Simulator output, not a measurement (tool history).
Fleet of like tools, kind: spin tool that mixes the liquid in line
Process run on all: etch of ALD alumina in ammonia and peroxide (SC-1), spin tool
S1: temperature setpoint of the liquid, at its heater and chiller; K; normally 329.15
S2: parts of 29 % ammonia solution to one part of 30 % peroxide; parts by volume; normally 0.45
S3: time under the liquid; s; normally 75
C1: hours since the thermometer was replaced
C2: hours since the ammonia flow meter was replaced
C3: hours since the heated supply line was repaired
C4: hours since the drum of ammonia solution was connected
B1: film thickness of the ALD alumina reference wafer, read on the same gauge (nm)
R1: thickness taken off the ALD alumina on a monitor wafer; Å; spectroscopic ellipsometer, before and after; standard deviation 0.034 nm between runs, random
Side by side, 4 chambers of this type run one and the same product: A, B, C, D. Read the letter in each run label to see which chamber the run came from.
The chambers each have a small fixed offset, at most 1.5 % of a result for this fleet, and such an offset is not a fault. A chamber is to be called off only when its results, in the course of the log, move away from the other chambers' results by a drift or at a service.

run   hour      S1    S2   S3      C1      C2      C3      C4      B1      R1
       9.4  -- chamber A: ammonia flow meter replaced
 1D   14.3  329.15  0.45   75   482.4  1596.5   102.4   677.4  140.01  65.198
 2B   22.9  329.15  0.45   75  1232.2   134.2   689.1   194.8  140.02  64.527
 3C   31.7  329.15  0.45   75  1640.3   804.6  2047.4   636.8  139.99  63.577
 4A   43.5  329.15  0.45   75  1931.8    34.1  2090.2   479.9  140.03  64.835
 5D   56.5  329.15  0.45   75   524.6  1638.7   144.6   719.6  139.98  64.771
 6C   71.9  329.15  0.45   75  1680.5   844.8  2087.6   677.0  140.00  63.836
 7A   84.9  329.15  0.45   75  1973.2    75.5  2131.6   521.3  140.00  65.138
 8B   96.6  329.15  0.45   75  1305.9   207.9   762.8   268.5  140.00  64.945
 9B  107.6  329.15  0.60   45  1316.9   218.9   773.8   279.5  140.01  39.511
10D  114.4  329.15  0.60   45   582.5  1696.6   202.5   777.5  140.02  40.160
11A  129.8  329.15  0.60   45  2018.1   120.4  2176.5   566.2  140.01  40.375
12C  142.3  329.15  0.60   45  1750.9   915.2  2158.0   747.4  140.00  39.291
13C  156.3  329.15  0.45   75  1764.9   929.2  2172.0   761.4  139.99  63.586
14A  164.2  329.15  0.45   75  2052.5   154.8  2210.9   600.6  140.02  64.953
     165.8  -- chamber A: thermometer replaced
15B  179.3  329.15  0.45   75  1388.6   290.6   845.5   351.2  140.00  65.198
     181.2  -- chamber C: ammonia flow meter replaced
16D  194.7  334.15  0.45   45   662.8  1776.9   282.8   857.8  139.96  50.540
17B  203.9  334.15  0.45   45  1413.2   315.2   870.1   375.8  140.00  50.183
18C  213.1  334.15  0.45   45  1821.7    32.0  2228.8   818.2  140.00  49.790
19D  221.4  334.15  0.45   45   689.5  1803.6   309.5   884.5  139.97  51.160
20A  232.8  329.15  0.45   75    67.0   223.4  2279.5   669.2  140.01  64.979
21B  242.3  329.15  0.45   75  1451.6   353.6   908.5   414.2  140.00  64.336
     243.6  -- chamber A: new drum of ammonia solution connected
22D  255.0  329.15  0.45   75   723.1  1837.2   343.1   918.1  140.00  64.927
     261.2  -- chamber D: thermometer replaced
23A  269.9  321.15  0.45  105   104.1   260.5  2316.6    26.4  139.99  58.560
     270.8  -- chamber B: new drum of ammonia solution connected
24C  281.3  321.15  0.45  105  1889.9   100.2  2297.0   886.4  139.99  56.228
     285.4  -- chamber D: ammonia flow meter replaced
25A  289.6  321.15  0.45  105   123.8   280.2  2336.3    46.1  139.99  58.745
26C  300.1  321.15  0.45  105  1908.7   119.0  2315.8   905.2  140.03  55.644
27D  309.9  329.15  0.35   90    48.8    24.6   398.0   973.0  140.02  76.174
28B  321.9  329.15  0.35   90  1531.2   433.2   988.1    51.1  140.01  75.266
29D  334.9  329.15  0.35   90    73.8    49.6   423.0   998.0  140.01  75.647
30A  346.9  329.15  0.35   90   181.1   337.5  2393.6   103.4  140.00  75.991
31C  361.3  329.15  0.45   75  1969.9   180.2  2377.0   966.4  139.98  61.748
32B  376.9  329.15  0.45   75  1586.2   488.2  1043.1   106.1  140.04  64.559
33C  384.9  329.15  0.25   75  1993.5   203.8  2400.6   990.0  139.99  58.192
34B  398.3  329.15  0.25   75  1607.6   509.6  1064.5   127.5  140.00  61.224
35A  406.4  329.15  0.25   75   240.6   397.0  2453.1   162.9  139.97  61.758
36D  419.5  329.15  0.25   75   158.4   134.2   507.6  1082.6  139.98  61.335

Each of the 4 chambers runs these same settings next. Fill in every chamber's results:
37A  430.8  329.15  0.35  75                       ?
37B  430.8  329.15  0.35  75                       ?
37C  430.8  329.15  0.35  75                       ?
37D  430.8  329.15  0.35  75                       ?

run      R1
37A  63.015
37B  62.929
37C  59.440
37D  63.564

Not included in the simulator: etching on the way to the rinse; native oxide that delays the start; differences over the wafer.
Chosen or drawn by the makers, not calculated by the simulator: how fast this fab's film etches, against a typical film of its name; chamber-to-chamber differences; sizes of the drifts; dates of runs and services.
